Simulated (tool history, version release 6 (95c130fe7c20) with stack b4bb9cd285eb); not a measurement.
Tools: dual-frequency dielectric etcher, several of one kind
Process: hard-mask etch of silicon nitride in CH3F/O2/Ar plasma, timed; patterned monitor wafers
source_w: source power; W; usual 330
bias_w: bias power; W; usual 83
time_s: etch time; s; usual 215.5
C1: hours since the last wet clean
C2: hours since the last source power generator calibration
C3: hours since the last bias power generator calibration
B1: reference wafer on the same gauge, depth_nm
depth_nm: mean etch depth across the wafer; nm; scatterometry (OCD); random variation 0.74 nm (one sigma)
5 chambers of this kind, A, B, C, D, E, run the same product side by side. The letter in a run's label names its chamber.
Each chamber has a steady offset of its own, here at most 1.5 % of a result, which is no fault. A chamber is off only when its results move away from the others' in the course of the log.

run 1E hour=3.9 | source_w=330 bias_w=83 time_s=215.5 | C1=322.3 C2=873.2 C3=2712.6 | B1=129.01 | depth_nm=148.08
run 2C hour=9.9 | source_w=330 bias_w=83 time_s=215.5 | C1=200 C2=1895.3 C3=2963.8 | B1=129.07 | depth_nm=149.33
run 3B hour=15 | source_w=330 bias_w=83 time_s=215.5 | C1=457 C2=1692.8 C3=588.5 | B1=128.92 | depth_nm=149.19
run 4A hour=19.2 | source_w=330 bias_w=83 time_s=215.5 | C1=109.4 C2=3381.4 C3=99.5 | B1=129.02 | depth_nm=147.31
run 5D hour=22.3 | source_w=360 bias_w=83 time_s=160.5 | C1=228.5 C2=301.8 C3=2961.2 | B1=129.08 | depth_nm=111.8
run 6E hour=26.5 | source_w=360 bias_w=83 time_s=160.5 | C1=344.9 C2=895.8 C3=2735.2 | B1=129.09 | depth_nm=112.06
run 7C hour=30.3 | source_w=360 bias_w=83 time_s=160.5 | C1=220.4 C2=1915.7 C3=2984.2 | B1=129 | depth_nm=114.77
run 8D hour=34.3 | source_w=360 bias_w=83 time_s=160.5 | C1=240.5 C2=313.8 C3=2973.2 | B1=129.04 | depth_nm=111.98
run 9A hour=38.8 | source_w=360 bias_w=83 time_s=160.5 | C1=129 C2=3401 C3=119.1 | B1=128.91 | depth_nm=113.66
run 10B hour=44.8 | source_w=330 bias_w=83 time_s=215.5 | C1=486.8 C2=1722.6 C3=618.3 | B1=129.03 | depth_nm=149.46
run 11C hour=47.9 | source_w=330 bias_w=83 time_s=215.5 | C1=238 C2=1933.3 C3=3001.8 | B1=128.9 | depth_nm=150.14
run 12E hour=53.7 | source_w=300 bias_w=83 time_s=248.5 | C1=372.1 C2=923 C3=2762.4 | B1=128.92 | depth_nm=162.76
run 13B hour=56.7 | source_w=300 bias_w=83 time_s=248.5 | C1=498.7 C2=1734.5 C3=630.2 | B1=129.02 | depth_nm=166.14
run 14D hour=62.5 | source_w=300 bias_w=83 time_s=248.5 | C1=268.7 C2=342 C3=3001.4 | B1=129.12 | depth_nm=163.76
run 15A hour=66.7 | source_w=300 bias_w=83 time_s=248.5 | C1=156.9 C2=3428.9 C3=147 | B1=129.05 | depth_nm=164.94
run 16D hour=73.2 | source_w=300 bias_w=83 time_s=248.5 | C1=279.4 C2=352.7 C3=3012.1 | B1=129.02 | depth_nm=162.77
run 17B hour=76.7 | source_w=330 bias_w=83 time_s=215.5 | C1=518.7 C2=1754.5 C3=650.2 | B1=128.73 | depth_nm=148.26
run 18A hour=82.8 | source_w=330 bias_w=83 time_s=215.5 | C1=173 C2=3445 C3=163.1 | B1=129.04 | depth_nm=147.54
-- hour=85.3 chamber B: wet clean of the chamber
run 19E hour=88 | source_w=330 bias_w=83 time_s=215.5 | C1=406.4 C2=957.3 C3=2796.7 | B1=128.95 | depth_nm=147.23
run 20C hour=94.8 | source_w=330 bias_w=83 time_s=215.5 | C1=284.9 C2=1980.2 C3=3048.7 | B1=129.06 | depth_nm=150.37
run 21E hour=100.1 | source_w=330 bias_w=83 time_s=215.5 | C1=418.5 C2=969.4 C3=2808.8 | B1=128.95 | depth_nm=146.68
run 22D hour=105.5 | source_w=330 bias_w=83 time_s=215.5 | C1=311.7 C2=385 C3=3044.4 | B1=128.96 | depth_nm=145.45
run 23B hour=110.7 | source_w=330 bias_w=83 time_s=215.5 | C1=25.4 C2=1788.5 C3=684.2 | B1=129 | depth_nm=142.51
run 24C hour=117.5 | source_w=380 bias_w=75 time_s=215.5 | C1=307.6 C2=2002.9 C3=3071.4 | B1=129.1 | depth_nm=152.45
run 25A hour=121.1 | source_w=380 bias_w=75 time_s=215.5 | C1=211.3 C2=3483.3 C3=201.4 | B1=129.05 | depth_nm=150.45
run 26A hour=125.7 | source_w=380 bias_w=75 time_s=215.5 | C1=215.9 C2=3487.9 C3=206 | B1=129.22 | depth_nm=149.95
run 27D hour=130.9 | source_w=380 bias_w=75 time_s=215.5 | C1=337.1 C2=410.4 C3=3069.8 | B1=129.14 | depth_nm=148.77
run 28E hour=135.5 | source_w=380 bias_w=75 time_s=215.5 | C1=453.9 C2=1004.8 C3=2844.2 | B1=129.05 | depth_nm=149.46
run 29B hour=142.2 | source_w=330 bias_w=83 time_s=215.5 | C1=56.9 C2=1820 C3=715.7 | B1=128.97 | depth_nm=142.87
run 30C hour=147.2 | source_w=330 bias_w=83 time_s=215.5 | C1=337.3 C2=2032.6 C3=3101.1 | B1=128.97 | depth_nm=150.31
run 31D hour=150.2 | source_w=330 bias_w=83 time_s=215.5 | C1=356.4 C2=429.7 C3=3089.1 | B1=129.08 | depth_nm=145.25
run 32C hour=155.6 | source_w=330 bias_w=83 time_s=215.5 | C1=345.7 C2=2041 C3=3109.5 | B1=129.09 | depth_nm=150.08
run 33A hour=159.3 | source_w=330 bias_w=83 time_s=215.5 | C1=249.5 C2=3521.5 C3=239.6 | B1=129.07 | depth_nm=147.63
run 34E hour=165.3 | source_w=330 bias_w=83 time_s=215.5 | C1=483.7 C2=1034.6 C3=2874 | B1=128.94 | depth_nm=147.35
run 35B hour=168.6 | source_w=330 bias_w=83 time_s=215.5 | C1=83.3 C2=1846.4 C3=742.1 | B1=128.89 | depth_nm=140.66
run 36B hour=174.7 | source_w=330 bias_w=83 time_s=215.5 | C1=89.4 C2=1852.5 C3=748.2 | B1=129.03 | depth_nm=141.4
run 37D hour=180.1 | source_w=330 bias_w=83 time_s=215.5 | C1=386.3 C2=459.6 C3=3119 | B1=129.01 | depth_nm=146.55
run 38C hour=186.1 | source_w=330 bias_w=83 time_s=215.5 | C1=376.2 C2=2071.5 C3=3140 | B1=129.22 | depth_nm=150.47
run 39A hour=190.1 | source_w=270 bias_w=83 time_s=187 | C1=280.3 C2=3552.3 C3=270.4 | B1=129.02 | depth_nm=119.53
run 40E hour=195.2 | source_w=270 bias_w=83 time_s=187 | C1=513.6 C2=1064.5 C3=2903.9 | B1=129.22 | depth_nm=117.67
run 41B hour=198.6 | source_w=270 bias_w=83 time_s=187 | C1=113.3 C2=1876.4 C3=772.1 | B1=128.88 | depth_nm=113.98
run 42A hour=204.2 | source_w=270 bias_w=83 time_s=187 | C1=294.4 C2=3566.4 C3=284.5 | B1=129.06 | depth_nm=119.4
run 43D hour=207.8 | source_w=270 bias_w=83 time_s=187 | C1=414 C2=487.3 C3=3146.7 | B1=129.01 | depth_nm=116.72
run 44E hour=213.3 | source_w=330 bias_w=83 time_s=215.5 | C1=531.7 C2=1082.6 C3=2922 | B1=128.85 | depth_nm=147.62

All 5 chambers run these settings next. Forecast each chamber's results:
run 45A hour=218.3 | source_w=370 bias_w=83 time_s=215.5 | depth_nm=?
run 45B hour=218.3 | source_w=370 bias_w=83 time_s=215.5 | depth_nm=?
run 45C hour=218.3 | source_w=370 bias_w=83 time_s=215.5 | depth_nm=?
run 45D hour=218.3 | source_w=370 bias_w=83 time_s=215.5 | depth_nm=?
run 45E hour=218.3 | source_w=370 bias_w=83 time_s=215.5 | depth_nm=?

run=45A depth_nm=154.83
run=45B depth_nm=147.39
run=45C depth_nm=156.6
run=45D depth_nm=153.35
run=45E depth_nm=152.59

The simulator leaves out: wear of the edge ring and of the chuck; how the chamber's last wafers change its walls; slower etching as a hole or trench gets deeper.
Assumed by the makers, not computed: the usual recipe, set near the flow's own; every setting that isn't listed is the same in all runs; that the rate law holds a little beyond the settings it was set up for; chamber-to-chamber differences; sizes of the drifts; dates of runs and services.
